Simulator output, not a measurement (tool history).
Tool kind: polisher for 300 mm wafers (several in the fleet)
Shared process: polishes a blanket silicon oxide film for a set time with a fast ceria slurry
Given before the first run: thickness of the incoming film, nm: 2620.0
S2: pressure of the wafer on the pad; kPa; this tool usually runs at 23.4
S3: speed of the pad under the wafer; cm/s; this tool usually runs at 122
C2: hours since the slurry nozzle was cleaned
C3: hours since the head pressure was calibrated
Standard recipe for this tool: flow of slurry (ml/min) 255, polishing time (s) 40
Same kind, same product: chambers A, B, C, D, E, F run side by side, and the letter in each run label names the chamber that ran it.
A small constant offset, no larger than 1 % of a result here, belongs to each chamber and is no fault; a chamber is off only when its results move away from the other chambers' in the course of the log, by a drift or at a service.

At day 0.112: chamber D: head pressure recalibrated.
At day 0.304: chamber D: slurry nozzle cleaned.
Run 1C, day 0.333: usual settings; wafers polished on this pad 456; C2 63.5; C3 89.4. Result: film removed (angstrom) 8581.8.
At day 0.562: chamber F: worn pad replaced by a new one.
At day 0.625: chamber E: worn pad replaced by a new one.
At day 0.654: chamber D: worn pad replaced by a new one.
At day 0.854: chamber A: worn pad replaced by a new one.
Run 2B, day 0.858: usual settings; wafers polished on this pad 794; C2 470.3; C3 212.3. Result: film removed (angstrom) 8564.5.
At day 1.062: chamber B: worn pad replaced by a new one.
Run 3D, day 1.142: usual settings; wafers polished on this pad 110; C2 20.2; C3 24.7. Result: film removed (angstrom) 8597.8.
Run 4A, day 1.546: usual settings; wafers polished on this pad 156; C2 138.4; C3 565. Result: film removed (angstrom) 8585.3.
Run 5E, day 1.808: usual settings; wafers polished on this pad 268; C2 326.6; C3 146.3. Result: film removed (angstrom) 8455.7.
Run 6F, day 2.192: usual settings; wafers polished on this pad 368; C2 566.2; C3 932.8. Result: film removed (angstrom) 8739.1.
At day 2.338: chamber C: worn pad replaced by a new one.
Run 7E, day 2.575: usual settings but flow of slurry (ml/min) 200; wafers polished on this pad 441; C2 345; C3 164.7. Result: film removed (angstrom) 8179.1.
Run 8F, day 3.075: usual settings but flow of slurry (ml/min) 200; wafers polished on this pad 568; C2 587.4; C3 954. Result: film removed (angstrom) 8501.5.
At day 3.15: chamber D: worn pad replaced by a new one.
Run 9A, day 3.396: usual settings but flow of slurry (ml/min) 200; wafers polished on this pad 574; C2 182.8; C3 609.4. Result: film removed (angstrom) 8122.9.
Run 10B, day 3.771: usual settings but flow of slurry (ml/min) 200; wafers polished on this pad 612; C2 540.2; C3 282.2. Result: film removed (angstrom) 8292.6.
Run 11C, day 4.112: usual settings but flow of slurry (ml/min) 200; wafers polished on this pad 401; C2 154.2; C3 180.1. Result: film removed (angstrom) 8352.1.
At day 4.354: chamber E: worn pad replaced by a new one.
Run 12D, day 4.354: usual settings but flow of slurry (ml/min) 200; wafers polished on this pad 272; C2 97.3; C3 101.8. Result: film removed (angstrom) 8319.5.
Run 13F, day 4.683: usual settings; wafers polished on this pad 932; C2 626; C3 992.6. Result: film removed (angstrom) 8531.
At day 4.738: chamber B: worn pad replaced by a new one.
Run 14B, day 5.146: usual settings; wafers polished on this pad 92; C2 573.2; C3 315.2. Result: film removed (angstrom) 8575.7.
At day 5.238: chamber A: worn pad replaced by a new one.
At day 5.621: chamber F: worn pad replaced by a new one.
At day 5.683: chamber D: worn pad replaced by a new one.
Run 15E, day 5.683: usual settings; wafers polished on this pad 301; C2 419.6; C3 239.3. Result: film removed (angstrom) 8667.2.
Run 16C, day 6.129: usual settings; wafers polished on this pad 857; C2 202.6; C3 228.5. Result: film removed (angstrom) 8422.2.
At day 6.221: chamber C: worn pad replaced by a new one.
At day 6.358: chamber A: slurry nozzle cleaned.
At day 6.571: chamber B: slurry nozzle cleaned.
Run 17D, day 6.575: usual settings; wafers polished on this pad 201; C2 150.6; C3 155.1. Result: film removed (angstrom) 8629.4.
Run 18A, day 6.85: usual settings; wafers polished on this pad 365; C2 11.9; C3 692.3. Result: film removed (angstrom) 8556.3.
Run 19F, day 7.3: usual settings; wafers polished on this pad 379; C2 688.8; C3 1055.4. Result: film removed (angstrom) 8730.9.
Run 20E, day 7.642: usual settings; wafers polished on this pad 743; C2 466.6; C3 286.3. Result: film removed (angstrom) 8492.9.
Run 21B, day 7.912: usual settings; wafers polished on this pad 717; C2 32.3; C3 381.6. Result: film removed (angstrom) 8748.8.
At day 8.129: chamber B: worn pad replaced by a new one.
Run 22D, day 8.342: usual settings; wafers polished on this pad 600; C2 193; C3 197.5. Result: film removed (angstrom) 8621.1.
At day 8.35: chamber D: worn pad replaced by a new one.
Run 23A, day 8.85: usual settings; wafers polished on this pad 817; C2 59.9; C3 740.3. Result: film removed (angstrom) 8632.2.
Run 24C, day 9.283: usual settings; wafers polished on this pad 692; C2 278.3; C3 304.2. Result: film removed (angstrom) 8419.6.
At day 9.333: chamber E: worn pad replaced by a new one.
Run 25C, day 9.742: usual settings; wafers polished on this pad 796; C2 289.3; C3 315.2. Result: film removed (angstrom) 8575.
At day 9.817: chamber C: slurry nozzle cleaned.
Run 26F, day 9.979: usual settings; wafers polished on this pad 985; C2 753.1; C3 1119.7. Result: film removed (angstrom) 8453.4.
At day 10.271: chamber F: head pressure recalibrated.
At day 10.288: chamber F: worn pad replaced by a new one.
At day 10.329: chamber A: worn pad replaced by a new one.
Run 27E, day 10.408: usual settings but S3 156 cm/s; wafers polished on this pad 243; C2 533; C3 352.7. Result: film removed (angstrom) 11308.
Run 28B, day 10.833: usual settings but S3 156 cm/s; wafers polished on this pad 611; C2 102.4; C3 451.7. Result: film removed (angstrom) 10803.
At day 10.854: chamber D: slurry nozzle cleaned.
At day 10.942: chamber C: worn pad replaced by a new one.
Run 29D, day 11.079: usual settings but S3 156 cm/s; wafers polished on this pad 617; C2 5.5; C3 263.2. Result: film removed (angstrom) 11053.
At day 11.183: chamber D: worn pad replaced by a new one.
At day 11.275: chamber B: worn pad replaced by a new one.
Run 30A, day 11.596: usual settings but S3 156 cm/s; wafers polished on this pad 286; C2 125.8; C3 806.2. Result: film removed (angstrom) 10825.
Run 31E, day 12.008: usual settings but S3 156 cm/s; wafers polished on this pad 604; C2 571.4; C3 391.1. Result: film removed (angstrom) 10860.
Run 32F, day 12.504: usual settings but S3 156 cm/s; wafers polished on this pad 501; C2 813.7; C3 53.7. Result: film removed (angstrom) 11235.
Run 33A, day 12.975: usual settings; wafers polished on this pad 598; C2 158.9; C3 839.3. Result: film removed (angstrom) 8675.1.
Run 34D, day 13.217: usual settings; wafers polished on this pad 459; C2 56.8; C3 314.5. Result: film removed (angstrom) 8501.6.
Run 35B, day 13.596: usual settings; wafers polished on this pad 524; C2 168.7; C3 518. Result: film removed (angstrom) 8657.8.
Run 36C, day 13.962: usual settings; wafers polished on this pad 683; C2 99.5; C3 416.5. Result: film removed (angstrom) 8550.8.
At day 14.283: chamber D: worn pad replaced by a new one.
Run 37D, day 14.3: usual settings; wafers polished on this pad 4; C2 82.8; C3 340.5. Result: film removed (angstrom) 8789.4.
Run 38A, day 14.608: usual settings; wafers polished on this pad 967; C2 198.1; C3 878.5. Result: film removed (angstrom) 8697.6.

Each of the 6 chambers runs these same settings next. Fill in every chamber's results:
Run 39A, day 14.992: usual settings but S3 134 cm/s. Result: film removed (angstrom) ?.
Run 39B, day 14.992: usual settings but S3 134 cm/s. Result: film removed (angstrom) ?.
Run 39C, day 14.992: usual settings but S3 134 cm/s. Result: film removed (angstrom) ?.
Run 39D, day 14.992: usual settings but S3 134 cm/s. Result: film removed (angstrom) ?.
Run 39E, day 14.992: usual settings but S3 134 cm/s. Result: film removed (angstrom) ?.
Run 39F, day 14.992: usual settings but S3 134 cm/s. Result: film removed (angstrom) ?.

run  film removed (angstrom)
39A                   9433.9
39B                   9292.2
39C                     9365
39D                   9235.5
39E                   9376.7
39F                   9565.2
